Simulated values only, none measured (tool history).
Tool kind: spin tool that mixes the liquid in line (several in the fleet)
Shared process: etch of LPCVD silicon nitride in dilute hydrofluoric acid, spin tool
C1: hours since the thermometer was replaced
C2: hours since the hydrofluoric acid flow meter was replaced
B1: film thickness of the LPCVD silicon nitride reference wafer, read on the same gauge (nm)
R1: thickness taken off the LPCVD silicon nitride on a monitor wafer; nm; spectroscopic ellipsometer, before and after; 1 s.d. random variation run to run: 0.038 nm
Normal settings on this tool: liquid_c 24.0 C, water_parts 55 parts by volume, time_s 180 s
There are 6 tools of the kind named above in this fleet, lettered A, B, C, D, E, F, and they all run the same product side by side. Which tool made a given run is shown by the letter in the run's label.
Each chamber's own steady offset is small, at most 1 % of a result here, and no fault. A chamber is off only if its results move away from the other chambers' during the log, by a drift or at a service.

run 1F hour=6.4 | liquid_c=24.0 water_parts=55 time_s=180 | C1=521.6 C2=572.7 | B1=129.99 | R1=1.45520
run 2E hour=10.7 | liquid_c=24.0 water_parts=55 time_s=180 | C1=1257.0 C2=279.2 | B1=130.03 | R1=1.51730
run 3D hour=17.0 | liquid_c=24.0 water_parts=55 time_s=180 | C1=1461.2 C2=163.5 | B1=130.01 | R1=1.57620
run 4C hour=20.0 | liquid_c=24.0 water_parts=55 time_s=180 | C1=752.4 C2=362.3 | B1=129.98 | R1=1.51500
-- hour=21.0 chamber F: hydrofluoric acid flow meter replaced
run 5B hour=25.6 | liquid_c=24.0 water_parts=55 time_s=180 | C1=264.0 C2=1347.5 | B1=130.02 | R1=1.46940
run 6A hour=31.2 | liquid_c=24.0 water_parts=55 time_s=180 | C1=696.8 C2=902.1 | B1=129.99 | R1=1.52320
run 7D hour=37.2 | liquid_c=24.0 water_parts=55 time_s=180 | C1=1481.4 C2=183.7 | B1=129.99 | R1=1.55040
run 8E hour=42.0 | liquid_c=24.0 water_parts=55 time_s=180 | C1=1288.3 C2=310.5 | B1=129.97 | R1=1.55430
run 9A hour=45.3 | liquid_c=22.5 water_parts=80 time_s=180 | C1=710.9 C2=916.2 | B1=129.97 | R1=0.92183
run 10C hour=48.7 | liquid_c=22.5 water_parts=80 time_s=180 | C1=781.1 C2=391.0 | B1=130.01 | R1=0.92760
run 11B hour=55.1 | liquid_c=22.5 water_parts=80 time_s=180 | C1=293.5 C2=1377.0 | B1=130.01 | R1=0.92398
run 12F hour=58.3 | liquid_c=22.5 water_parts=80 time_s=180 | C1=573.5 C2=37.4 | B1=130.01 | R1=0.90403
run 13C hour=64.8 | liquid_c=22.5 water_parts=80 time_s=180 | C1=797.2 C2=407.1 | B1=130.03 | R1=0.93358
run 14E hour=70.9 | liquid_c=22.5 water_parts=80 time_s=180 | C1=1317.2 C2=339.4 | B1=129.98 | R1=0.93217
run 15D hour=76.4 | liquid_c=24.0 water_parts=55 time_s=180 | C1=1520.6 C2=222.9 | B1=130.05 | R1=1.52520
run 16B hour=79.5 | liquid_c=24.0 water_parts=55 time_s=180 | C1=317.9 C2=1401.4 | B1=130.02 | R1=1.56290
run 17A hour=84.0 | liquid_c=24.0 water_parts=55 time_s=180 | C1=749.6 C2=954.9 | B1=129.99 | R1=1.52940
run 18F hour=87.9 | liquid_c=24.0 water_parts=55 time_s=180 | C1=603.1 C2=67.0 | B1=129.98 | R1=1.50470
run 19F hour=93.8 | liquid_c=20.5 water_parts=70 time_s=180 | C1=609.0 C2=72.9 | B1=130.00 | R1=0.91778
run 20D hour=99.4 | liquid_c=20.5 water_parts=70 time_s=180 | C1=1543.6 C2=245.9 | B1=129.97 | R1=0.94635
run 21C hour=104.9 | liquid_c=20.5 water_parts=70 time_s=180 | C1=837.3 C2=447.2 | B1=129.98 | R1=0.91602
run 22A hour=110.0 | liquid_c=20.5 water_parts=70 time_s=180 | C1=775.6 C2=980.9 | B1=130.01 | R1=0.91051
run 23E hour=114.6 | liquid_c=20.5 water_parts=70 time_s=180 | C1=1360.9 C2=383.1 | B1=130.00 | R1=0.96063
run 24B hour=119.5 | liquid_c=20.5 water_parts=70 time_s=180 | C1=357.9 C2=1441.4 | B1=130.00 | R1=0.90225
-- hour=123.6 chamber D: thermometer replaced
run 25F hour=124.2 | liquid_c=24.0 water_parts=55 time_s=180 | C1=639.4 C2=103.3 | B1=130.03 | R1=1.51020
run 26E hour=130.1 | liquid_c=24.0 water_parts=55 time_s=180 | C1=1376.4 C2=398.6 | B1=129.98 | R1=1.54350
run 27D hour=135.9 | liquid_c=24.0 water_parts=55 time_s=180 | C1=12.4 C2=282.4 | B1=130.02 | R1=1.49620
run 28B hour=138.9 | liquid_c=24.0 water_parts=40 time_s=180 | C1=377.3 C2=1460.8 | B1=129.99 | R1=2.13230
run 29C hour=142.7 | liquid_c=24.0 water_parts=40 time_s=180 | C1=875.1 C2=485.0 | B1=130.03 | R1=2.07970
run 30A hour=147.3 | liquid_c=24.0 water_parts=40 time_s=180 | C1=812.9 C2=1018.2 | B1=130.02 | R1=2.02490
run 31C hour=153.9 | liquid_c=24.0 water_parts=40 time_s=180 | C1=886.3 C2=496.2 | B1=129.99 | R1=2.00410
run 32A hour=160.1 | liquid_c=24.0 water_parts=40 time_s=180 | C1=825.7 C2=1031.0 | B1=130.01 | R1=2.10770
run 33F hour=165.0 | liquid_c=24.0 water_parts=40 time_s=180 | C1=680.2 C2=144.1 | B1=129.97 | R1=2.08000
run 34E hour=170.7 | liquid_c=24.0 water_parts=55 time_s=180 | C1=1417.0 C2=439.2 | B1=130.03 | R1=1.54320
-- hour=172.5 chamber E: hydrofluoric acid flow meter replaced
run 35B hour=177.3 | liquid_c=24.0 water_parts=55 time_s=180 | C1=415.7 C2=1499.2 | B1=130.04 | R1=1.49570
run 36D hour=183.5 | liquid_c=24.0 water_parts=55 time_s=180 | C1=60.0 C2=330.0 | B1=129.99 | R1=1.47250
run 37D hour=188.7 | liquid_c=24.0 water_parts=55 time_s=180 | C1=65.2 C2=335.2 | B1=130.02 | R1=1.57950
run 38E hour=193.8 | liquid_c=24.0 water_parts=55 time_s=180 | C1=1440.1 C2=21.3 | B1=129.99 | R1=1.54190
run 39A hour=199.1 | liquid_c=24.0 water_parts=55 time_s=180 | C1=864.7 C2=1070.0 | B1=130.01 | R1=1.46050
run 40B hour=204.2 | liquid_c=22.0 water_parts=55 time_s=240 | C1=442.6 C2=1526.1 | B1=129.99 | R1=1.70370
run 41C hour=207.9 | liquid_c=22.0 water_parts=55 time_s=240 | C1=940.3 C2=550.2 | B1=130.01 | R1=1.79700
run 42F hour=214.1 | liquid_c=22.0 water_parts=55 time_s=240 | C1=729.3 C2=193.2 | B1=130.00 | R1=1.69230

The same settings go to every chamber for the next run, one line per chamber below. Forecast the results for each:
run 43A hour=218.9 | liquid_c=24.0 water_parts=55 time_s=180 | R1=?
run 43B hour=218.9 | liquid_c=24.0 water_parts=55 time_s=180 | R1=?
run 43C hour=218.9 | liquid_c=24.0 water_parts=55 time_s=180 | R1=?
run 43D hour=218.9 | liquid_c=24.0 water_parts=55 time_s=180 | R1=?
run 43E hour=218.9 | liquid_c=24.0 water_parts=55 time_s=180 | R1=?
run 43F hour=218.9 | liquid_c=24.0 water_parts=55 time_s=180 | R1=?

run=43A R1=1.47550
run=43B R1=1.52970
run=43C R1=1.50190
run=43D R1=1.46340
run=43E R1=1.54490
run=43F R1=1.58580
